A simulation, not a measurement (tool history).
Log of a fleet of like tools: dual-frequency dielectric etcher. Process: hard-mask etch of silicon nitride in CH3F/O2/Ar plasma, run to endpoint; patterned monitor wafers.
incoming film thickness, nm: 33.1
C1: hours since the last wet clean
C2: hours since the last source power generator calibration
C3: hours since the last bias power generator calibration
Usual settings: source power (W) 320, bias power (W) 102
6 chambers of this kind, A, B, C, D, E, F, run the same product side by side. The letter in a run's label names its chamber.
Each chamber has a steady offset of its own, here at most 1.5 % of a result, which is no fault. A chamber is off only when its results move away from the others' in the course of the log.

{"run": "1F", "hour": 6.5, "source power (W)": 320, "bias power (W)": 102, "C1": 208.6, "C2": 2586.7, "C3": 512.7, "endpoint time (s)": 45.616}
{"run": "2B", "hour": 14.9, "source power (W)": 320, "bias power (W)": 102, "C1": 196.3, "C2": 1488.9, "C3": 406.4, "endpoint time (s)": 46.048}
{"run": "3A", "hour": 20.2, "source power (W)": 320, "bias power (W)": 102, "C1": 120.0, "C2": 1812.2, "C3": 2389.1, "endpoint time (s)": 45.902}
{"run": "4E", "hour": 26.9, "source power (W)": 320, "bias power (W)": 102, "C1": 291.5, "C2": 1312.3, "C3": 2388.0, "endpoint time (s)": 46.145}
{"run": "5D", "hour": 32.0, "source power (W)": 320, "bias power (W)": 102, "C1": 178.0, "C2": 1482.2, "C3": 3902.7, "endpoint time (s)": 45.316}
{"run": "6C", "hour": 36.9, "source power (W)": 320, "bias power (W)": 102, "C1": 346.1, "C2": 2173.5, "C3": 2218.1, "endpoint time (s)": 45.584}
{"run": "7A", "hour": 40.9, "source power (W)": 320, "bias power (W)": 102, "C1": 140.7, "C2": 1832.9, "C3": 2409.8, "endpoint time (s)": 46.408}
{"run": "8E", "hour": 45.2, "source power (W)": 320, "bias power (W)": 102, "C1": 309.8, "C2": 1330.6, "C3": 2406.3, "endpoint time (s)": 45.758}
{"run": "9B", "hour": 51.7, "source power (W)": 360, "bias power (W)": 127, "C1": 233.1, "C2": 1525.7, "C3": 443.2, "endpoint time (s)": 41.02}
{"run": "10F", "hour": 58.4, "source power (W)": 360, "bias power (W)": 127, "C1": 260.5, "C2": 2638.6, "C3": 564.6, "endpoint time (s)": 40.047}
{"run": "11C", "hour": 66.1, "source power (W)": 360, "bias power (W)": 127, "C1": 375.3, "C2": 2202.7, "C3": 2247.3, "endpoint time (s)": 40.347}
{"run": "12D", "hour": 70.8, "source power (W)": 360, "bias power (W)": 127, "C1": 216.8, "C2": 1521.0, "C3": 3941.5, "endpoint time (s)": 40.064}
{"run": "13B", "hour": 75.8, "source power (W)": 360, "bias power (W)": 127, "C1": 257.2, "C2": 1549.8, "C3": 467.3, "endpoint time (s)": 40.896}
{"run": "14A", "hour": 81.1, "source power (W)": 360, "bias power (W)": 127, "C1": 180.9, "C2": 1873.1, "C3": 2450.0, "endpoint time (s)": 40.485}
{"run": "15E", "hour": 84.8, "source power (W)": 360, "bias power (W)": 77, "C1": 349.4, "C2": 1370.2, "C3": 2445.9, "endpoint time (s)": 48.72}
{"run": "16D", "hour": 92.3, "source power (W)": 360, "bias power (W)": 77, "C1": 238.3, "C2": 1542.5, "C3": 3963.0, "endpoint time (s)": 47.947}
{"run": "17C", "hour": 96.6, "source power (W)": 360, "bias power (W)": 77, "C1": 405.8, "C2": 2233.2, "C3": 2277.8, "endpoint time (s)": 48.529}
{"run": "18F", "hour": 104.7, "source power (W)": 360, "bias power (W)": 77, "C1": 306.8, "C2": 2684.9, "C3": 610.9, "endpoint time (s)": 48.645}
{"run": "19D", "hour": 113.1, "source power (W)": 360, "bias power (W)": 77, "C1": 259.1, "C2": 1563.3, "C3": 3983.8, "endpoint time (s)": 48.377}
{"hour": 116.9, "done": "chamber E: wet clean of the chamber"}
{"run": "20A", "hour": 117.3, "source power (W)": 360, "bias power (W)": 77, "C1": 217.1, "C2": 1909.3, "C3": 2486.2, "endpoint time (s)": 49.306}
{"run": "21C", "hour": 125.0, "source power (W)": 320, "bias power (W)": 102, "C1": 434.2, "C2": 2261.6, "C3": 2306.2, "endpoint time (s)": 46.408}
{"run": "22E", "hour": 129.7, "source power (W)": 320, "bias power (W)": 102, "C1": 12.8, "C2": 1415.1, "C3": 2490.8, "endpoint time (s)": 45.904}
{"run": "23F", "hour": 135.9, "source power (W)": 320, "bias power (W)": 102, "C1": 338.0, "C2": 2716.1, "C3": 642.1, "endpoint time (s)": 45.851}
{"hour": 140.0, "done": "chamber B: wet clean of the chamber"}
{"run": "24B", "hour": 142.0, "source power (W)": 320, "bias power (W)": 102, "C1": 2.1, "C2": 1616.0, "C3": 533.5, "endpoint time (s)": 46.695}
{"run": "25D", "hour": 146.0, "source power (W)": 340, "bias power (W)": 127, "C1": 292.0, "C2": 1596.2, "C3": 4016.7, "endpoint time (s)": 41.063}
{"run": "26E", "hour": 151.1, "source power (W)": 340, "bias power (W)": 127, "C1": 34.2, "C2": 1436.5, "C3": 2512.2, "endpoint time (s)": 41.467}
{"run": "27B", "hour": 156.7, "source power (W)": 340, "bias power (W)": 127, "C1": 16.8, "C2": 1630.7, "C3": 548.2, "endpoint time (s)": 41.588}
{"run": "28A", "hour": 163.0, "source power (W)": 340, "bias power (W)": 127, "C1": 262.8, "C2": 1955.0, "C3": 2531.9, "endpoint time (s)": 41.237}
{"run": "29C", "hour": 168.4, "source power (W)": 340, "bias power (W)": 127, "C1": 477.6, "C2": 2305.0, "C3": 2349.6, "endpoint time (s)": 42.298}
{"run": "30F", "hour": 173.2, "source power (W)": 340, "bias power (W)": 127, "C1": 375.3, "C2": 2753.4, "C3": 679.4, "endpoint time (s)": 41.052}
{"run": "31E", "hour": 180.0, "source power (W)": 320, "bias power (W)": 102, "C1": 63.1, "C2": 1465.4, "C3": 2541.1, "endpoint time (s)": 46.224}
{"run": "32C", "hour": 186.2, "source power (W)": 320, "bias power (W)": 102, "C1": 495.4, "C2": 2322.8, "C3": 2367.4, "endpoint time (s)": 47.351}
{"run": "33B", "hour": 190.7, "source power (W)": 320, "bias power (W)": 102, "C1": 50.8, "C2": 1664.7, "C3": 582.2, "endpoint time (s)": 46.323}
{"run": "34D", "hour": 194.5, "source power (W)": 320, "bias power (W)": 102, "C1": 340.5, "C2": 1644.7, "C3": 4065.2, "endpoint time (s)": 45.306}
{"run": "35A", "hour": 201.6, "source power (W)": 320, "bias power (W)": 102, "C1": 301.4, "C2": 1993.6, "C3": 2570.5, "endpoint time (s)": 46.129}
{"hour": 204.5, "done": "chamber C: bias power generator calibrated"}
{"run": "36F", "hour": 208.6, "source power (W)": 320, "bias power (W)": 102, "C1": 410.7, "C2": 2788.8, "C3": 714.8, "endpoint time (s)": 45.601}
{"run": "37E", "hour": 214.7, "source power (W)": 320, "bias power (W)": 102, "C1": 97.8, "C2": 1500.1, "C3": 2575.8, "endpoint time (s)": 46.018}
{"hour": 215.4, "done": "chamber D: wet clean of the chamber"}
{"run": "38A", "hour": 221.0, "source power (W)": 320, "bias power (W)": 102, "C1": 320.8, "C2": 2013.0, "C3": 2589.9, "endpoint time (s)": 46.223}
{"run": "39F", "hour": 227.2, "source power (W)": 320, "bias power (W)": 102, "C1": 429.3, "C2": 2807.4, "C3": 733.4, "endpoint time (s)": 45.574}
{"run": "40C", "hour": 231.7, "source power (W)": 320, "bias power (W)": 102, "C1": 540.9, "C2": 2368.3, "C3": 27.2, "endpoint time (s)": 47.644}
{"run": "41D", "hour": 238.6, "source power (W)": 320, "bias power (W)": 102, "C1": 23.2, "C2": 1688.8, "C3": 4109.3, "endpoint time (s)": 45.292}
{"run": "42B", "hour": 242.2, "source power (W)": 320, "bias power (W)": 102, "C1": 102.3, "C2": 1716.2, "C3": 633.7, "endpoint time (s)": 46.59}
{"run": "43F", "hour": 247.4, "source power (W)": 320, "bias power (W)": 102, "C1": 449.5, "C2": 2827.6, "C3": 753.6, "endpoint time (s)": 45.875}
{"run": "44E", "hour": 253.0, "source power (W)": 320, "bias power (W)": 102, "C1": 136.1, "C2": 1538.4, "C3": 2614.1, "endpoint time (s)": 45.783}

All 6 chambers run these settings next. Forecast each chamber's results:
{"run": "45A", "hour": 259.0, "source power (W)": 340, "bias power (W)": 102, "endpoint time (s)": "?"}
{"run": "45B", "hour": 259.0, "source power (W)": 340, "bias power (W)": 102, "endpoint time (s)": "?"}
{"run": "45C", "hour": 259.0, "source power (W)": 340, "bias power (W)": 102, "endpoint time (s)": "?"}
{"run": "45D", "hour": 259.0, "source power (W)": 340, "bias power (W)": 102, "endpoint time (s)": "?"}
{"run": "45E", "hour": 259.0, "source power (W)": 340, "bias power (W)": 102, "endpoint time (s)": "?"}
{"run": "45F", "hour": 259.0, "source power (W)": 340, "bias power (W)": 102, "endpoint time (s)": "?"}

run=45A endpoint_time_(s)=45.207
run=45B endpoint_time_(s)=45.407
run=45C endpoint_time_(s)=47.048
run=45D endpoint_time_(s)=44.442
run=45E endpoint_time_(s)=45.127
run=45F endpoint_time_(s)=44.752
